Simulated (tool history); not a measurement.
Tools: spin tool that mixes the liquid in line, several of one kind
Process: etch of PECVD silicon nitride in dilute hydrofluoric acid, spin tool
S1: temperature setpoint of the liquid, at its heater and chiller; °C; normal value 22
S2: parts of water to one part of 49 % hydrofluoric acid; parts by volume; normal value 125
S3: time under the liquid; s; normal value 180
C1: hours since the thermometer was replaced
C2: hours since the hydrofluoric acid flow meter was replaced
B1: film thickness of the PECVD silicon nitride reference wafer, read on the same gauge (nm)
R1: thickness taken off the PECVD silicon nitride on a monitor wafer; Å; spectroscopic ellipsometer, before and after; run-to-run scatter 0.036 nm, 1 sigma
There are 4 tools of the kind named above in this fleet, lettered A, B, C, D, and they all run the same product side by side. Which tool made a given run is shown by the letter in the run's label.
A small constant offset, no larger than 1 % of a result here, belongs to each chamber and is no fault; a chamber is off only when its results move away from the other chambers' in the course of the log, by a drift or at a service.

run	hour	S1	S2	S3	C1	C2	B1	R1
1A	8.7	22	125	180	3055.3	25.9	150.01	35.929
2D	15.2	22	125	180	72.5	856.8	150.02	34.161
3C	22	22	125	180	300.8	187.7	150.01	34.72
4B	30.6	22	125	180	1150.4	1631	150.01	35.123
5C	39.8	22	125	180	318.6	205.5	149.99	34.538
6A	45.3	22	125	180	3091.9	62.5	149.99	35.271
7D	53.1	22	125	180	110.4	894.7	150.01	34.43
8B	58.5	22	125	180	1178.3	1658.9	150.01	34.781
9B	66.9	22	125	180	1186.7	1667.3	150	34.887
10A	72.7	22	125	180	3119.3	89.9	149.97	34.989
11D	80.2	26.5	125	180	137.5	921.8	150.01	46.751
12C	87.3	26.5	125	180	366.1	253	150.01	46.516
13D	92.6	26.5	125	180	149.9	934.2	150.02	46.53
14A	101.6	26.5	125	180	3148.2	118.8	149.99	47.374
15B	106.6	22	125	180	1226.4	1707	150.02	36.807
16C	117.4	22	125	180	396.2	283.1	150.02	35.146
17C	125	22	125	180	403.8	290.7	149.99	34.551
18A	135.5	22	125	180	3182.1	152.7	150.01	35.408
19B	146.1	22	125	180	1265.9	1746.5	150.02	36.949
20D	154.5	25	125	130	211.8	996.1	150.02	30.349
21C	159.3	25	125	130	438.1	325	150.01	30.625
22B	167.4	25	125	130	1287.2	1767.8	150.03	32.981
# hour 171.9: chamber A: thermometer replaced
23D	176.9	25	125	130	234.2	1018.5	150	30.271
24A	184.7	22	125	180	12.8	201.9	150	34.528
25D	190	19	125	105	247.3	1031.6	150	16.721
26C	197.5	19	125	105	476.3	363.2	149.99	16.65

For the next run the whole fleet of 4 chambers uses the same settings. Give each chamber's results:
27A	205.3	22	125	180				?
27B	205.3	22	125	180				?
27C	205.3	22	125	180				?
27D	205.3	22	125	180				?

run	R1
27A	35.604
27B	38.894
27C	35.148
27D	34.385
